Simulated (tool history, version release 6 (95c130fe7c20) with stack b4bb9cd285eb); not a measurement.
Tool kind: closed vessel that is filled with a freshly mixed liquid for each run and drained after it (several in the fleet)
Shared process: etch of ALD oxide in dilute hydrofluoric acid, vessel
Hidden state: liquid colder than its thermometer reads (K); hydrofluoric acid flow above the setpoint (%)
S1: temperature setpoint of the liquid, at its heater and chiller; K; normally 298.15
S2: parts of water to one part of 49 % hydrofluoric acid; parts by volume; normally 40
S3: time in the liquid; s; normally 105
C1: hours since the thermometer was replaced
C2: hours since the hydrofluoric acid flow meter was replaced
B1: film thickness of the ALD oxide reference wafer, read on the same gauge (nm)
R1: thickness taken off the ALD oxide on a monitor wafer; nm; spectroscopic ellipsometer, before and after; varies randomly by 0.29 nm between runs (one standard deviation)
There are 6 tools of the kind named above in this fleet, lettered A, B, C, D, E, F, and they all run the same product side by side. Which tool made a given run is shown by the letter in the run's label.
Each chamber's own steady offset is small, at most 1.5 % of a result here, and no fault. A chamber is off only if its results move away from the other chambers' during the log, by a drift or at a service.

run 1B hour=12.7 | S1=298.15 S2=40 S3=105 | C1=1220.2 C2=648.4 | B1=149.99 | R1=30.079
-- hour=16.0 chamber A: thermometer replaced
run 2A hour=26.8 | S1=298.15 S2=40 S3=105 | C1=10.8 C2=88.1 | B1=150.00 | R1=29.008
run 3F hour=37.9 | S1=298.15 S2=40 S3=105 | C1=413.4 C2=877.1 | B1=149.97 | R1=29.949
run 4C hour=44.8 | S1=298.15 S2=40 S3=105 | C1=708.3 C2=81.9 | B1=150.00 | R1=29.469
run 5D hour=56.4 | S1=298.15 S2=40 S3=105 | C1=1084.6 C2=1072.1 | B1=150.00 | R1=29.691
run 6E hour=63.8 | S1=294.15 S2=25 S3=105 | C1=77.1 C2=1451.2 | B1=150.00 | R1=40.231
run 7B hour=77.3 | S1=294.15 S2=25 S3=105 | C1=1284.8 C2=713.0 | B1=149.99 | R1=41.135
run 8F hour=92.0 | S1=294.15 S2=25 S3=105 | C1=467.5 C2=931.2 | B1=150.05 | R1=40.838
-- hour=98.7 chamber B: hydrofluoric acid flow meter replaced
run 9A hour=105.9 | S1=294.15 S2=25 S3=105 | C1=89.9 C2=167.2 | B1=150.02 | R1=41.315
run 10C hour=115.3 | S1=294.15 S2=25 S3=105 | C1=778.8 C2=152.4 | B1=150.01 | R1=41.061
run 11E hour=124.4 | S1=294.15 S2=25 S3=105 | C1=137.7 C2=1511.8 | B1=150.00 | R1=40.855
run 12D hour=134.5 | S1=298.15 S2=40 S3=105 | C1=1162.7 C2=1150.2 | B1=150.00 | R1=29.400
run 13F hour=142.8 | S1=298.15 S2=40 S3=105 | C1=518.3 C2=982.0 | B1=150.01 | R1=28.871
run 14E hour=151.1 | S1=298.15 S2=40 S3=105 | C1=164.4 C2=1538.5 | B1=149.99 | R1=29.603
run 15C hour=159.1 | S1=298.15 S2=40 S3=105 | C1=822.6 C2=196.2 | B1=149.99 | R1=29.818
run 16D hour=173.0 | S1=298.15 S2=40 S3=105 | C1=1201.2 C2=1188.7 | B1=150.00 | R1=30.088
run 17B hour=187.6 | S1=298.15 S2=40 S3=45 | C1=1395.1 C2=88.9 | B1=149.99 | R1=12.858
run 18A hour=194.3 | S1=298.15 S2=40 S3=45 | C1=178.3 C2=255.6 | B1=150.01 | R1=12.496
run 19B hour=201.9 | S1=298.15 S2=40 S3=45 | C1=1409.4 C2=103.2 | B1=149.99 | R1=12.823
run 20C hour=212.1 | S1=298.15 S2=40 S3=45 | C1=875.6 C2=249.2 | B1=150.03 | R1=12.765
run 21D hour=221.0 | S1=298.15 S2=40 S3=45 | C1=1249.2 C2=1236.7 | B1=150.00 | R1=12.612
run 22A hour=234.7 | S1=298.15 S2=40 S3=45 | C1=218.7 C2=296.0 | B1=150.02 | R1=12.540
run 23F hour=247.7 | S1=298.15 S2=40 S3=105 | C1=623.2 C2=1086.9 | B1=150.02 | R1=28.408
run 24E hour=261.7 | S1=298.15 S2=40 S3=105 | C1=275.0 C2=1649.1 | B1=150.05 | R1=29.996
run 25D hour=274.3 | S1=298.15 S2=40 S3=105 | C1=1302.5 C2=1290.0 | B1=150.05 | R1=29.639
run 26C hour=283.7 | S1=298.15 S2=40 S3=105 | C1=947.2 C2=320.8 | B1=149.99 | R1=29.470
run 27B hour=295.9 | S1=298.15 S2=40 S3=105 | C1=1503.4 C2=197.2 | B1=149.99 | R1=29.667
run 28E hour=307.7 | S1=298.15 S2=40 S3=105 | C1=321.0 C2=1695.1 | B1=150.02 | R1=29.297
run 29F hour=321.4 | S1=298.15 S2=40 S3=105 | C1=696.9 C2=1160.6 | B1=149.97 | R1=27.070
run 30A hour=330.7 | S1=298.15 S2=40 S3=105 | C1=314.7 C2=392.0 | B1=149.96 | R1=29.434
run 31C hour=339.2 | S1=298.15 S2=40 S3=105 | C1=1002.7 C2=376.3 | B1=150.00 | R1=29.222
run 32F hour=351.2 | S1=294.15 S2=40 S3=140 | C1=726.7 C2=1190.4 | B1=150.00 | R1=31.376
run 33D hour=361.9 | S1=294.15 S2=40 S3=140 | C1=1390.1 C2=1377.6 | B1=149.98 | R1=33.202
run 34A hour=375.8 | S1=294.15 S2=40 S3=140 | C1=359.8 C2=437.1 | B1=149.98 | R1=33.177
run 35E hour=383.8 | S1=294.15 S2=40 S3=140 | C1=397.1 C2=1771.2 | B1=150.00 | R1=33.766
run 36B hour=394.8 | S1=294.15 S2=40 S3=140 | C1=1602.3 C2=296.1 | B1=149.98 | R1=33.739
run 37D hour=408.4 | S1=294.15 S2=40 S3=140 | C1=1436.6 C2=1424.1 | B1=149.96 | R1=33.811
run 38F hour=417.1 | S1=298.15 S2=20 S3=145 | C1=792.6 C2=1256.3 | B1=149.97 | R1=76.403
run 39E hour=431.0 | S1=298.15 S2=20 S3=145 | C1=444.3 C2=1818.4 | B1=150.00 | R1=84.433

What goes on in this fleet: one chamber off, a drifting gauge, or nothing beyond the chambers' own small offsets? Name the chamber and the cause, if any.

It is chamber F that slowly wanders off from its peers.
Most likely cause: liquid colder than its thermometer reads (K) = 2.33.
It could be hard to tell apart here from: hydrofluoric acid flow below the setpoint (%).

Chamber F could run next with any of the 4 candidate recipes listed below; each alters the usual settings, and their results appear as question marks. Which one brings its results back in line with what the other chambers deliver on the usual settings?
To be in line, a result may differ from the other chambers' mean on the usual settings by at most: R1 1.000 nm
run 40F-1 hour=441.8 | S1=298.15 S2=40 S3=130 | R1=?
run 40F-2 hour=441.8 | S1=298.15 S2=40 S3=115 | R1=?
run 40F-3 hour=441.8 | S1=298.15 S2=40 S3=85 | R1=?
run 40F-4 hour=441.8 | S1=295.65 S2=40 S3=105 | R1=?

Other chambers, usual settings, mean: R1 29.643 nm
run=40F-1 R1=33.302
run=40F-2 R1=29.460
run=40F-3 R1=21.775
run=40F-4 R1=24.229
The right change is 40F-2: it brings the chamber back within the allowed miss of the others.
